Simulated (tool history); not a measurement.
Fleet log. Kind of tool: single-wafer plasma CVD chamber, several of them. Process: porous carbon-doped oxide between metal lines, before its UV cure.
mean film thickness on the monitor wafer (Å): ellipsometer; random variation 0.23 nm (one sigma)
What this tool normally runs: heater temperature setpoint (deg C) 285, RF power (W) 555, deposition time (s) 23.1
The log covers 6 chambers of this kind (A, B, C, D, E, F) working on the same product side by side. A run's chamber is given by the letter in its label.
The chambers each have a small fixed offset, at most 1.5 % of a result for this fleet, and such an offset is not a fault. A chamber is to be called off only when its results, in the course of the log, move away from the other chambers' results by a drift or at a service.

run	hour	heater temperature setpoint (deg C)	RF power (W)	deposition time (s)	read-back reference wafer on the same gauge, thickness_nm	mean film thickness on the monitor wafer (Å)
1A	7.1	285	555	23.1	154.04	1494.3
2F	16.9	285	555	23.1	154.04	1474.6
3C	25.5	285	555	23.1	154.08	1469.2
4D	38.4	285	555	23.1	154.14	1492.7
5E	49.6	285	555	23.1	154.22	1486.6
6B	60.5	285	555	23.1	154.15	1473.1
7B	70.6	285	450	23.1	154.19	1283.3
8C	80.5	285	450	23.1	154.23	1275.2
9E	86.8	285	450	23.1	154.29	1294.9
10D	96.9	285	450	23.1	154.36	1298.6
11A	103.4	285	450	23.1	154.32	1294.4
12F	116.4	285	450	23.1	154.34	1288.8
13F	129	285	555	23.1	154.37	1478.4
14A	139.2	285	555	23.1	154.43	1497.7
15C	145	285	555	23.1	154.46	1476.9
16B	154.6	285	555	23.1	154.44	1478
17D	163.9	285	555	23.1	154.49	1494.8
# hour 172.6: chamber B: thermocouple changed; heater temperature recalibrated
18E	173.1	285	555	23.1	154.54	1489.5
19C	184.6	285	555	23.1	154.53	1478.3
20B	190.9	285	450	23.1	154.58	1290
21A	198.7	285	450	23.1	154.54	1297.4
22E	208.6	285	450	23.1	154.59	1299.9
23F	215.6	285	450	23.1	154.6	1298.6
24D	228.3	285	450	23.1	154.67	1301.6
25C	234.2	285	450	23.1	154.68	1279.4
26E	246.8	285	555	25.9	154.74	1665.9
27B	254.8	285	555	25.9	154.69	1654.3
28A	264.3	285	555	25.9	154.79	1675
29F	272.2	285	555	25.9	154.77	1653.5
30D	280.9	285	555	25.9	154.84	1673.8
31F	287.2	285	555	25.9	154.87	1660.3
32A	293.3	285	555	23.1	154.85	1499.5
33E	301.9	285	555	23.1	154.96	1494
34C	307.7	285	555	23.1	154.92	1476.8
35B	318.1	299	600	23.1	154.96	1434
36D	323.8	299	600	23.1	154.95	1452.1

All 6 chambers run these settings next. Forecast each chamber's results:
37A	333.1	285	555	23.1		?
37B	333.1	285	555	23.1		?
37C	333.1	285	555	23.1		?
37D	333.1	285	555	23.1		?
37E	333.1	285	555	23.1		?
37F	333.1	285	555	23.1		?

run	mean film thickness on the monitor wafer (Å)
37A	1502.3
37B	1485.6
37C	1481.4
37D	1496.7
37E	1498.4
37F	1485.5
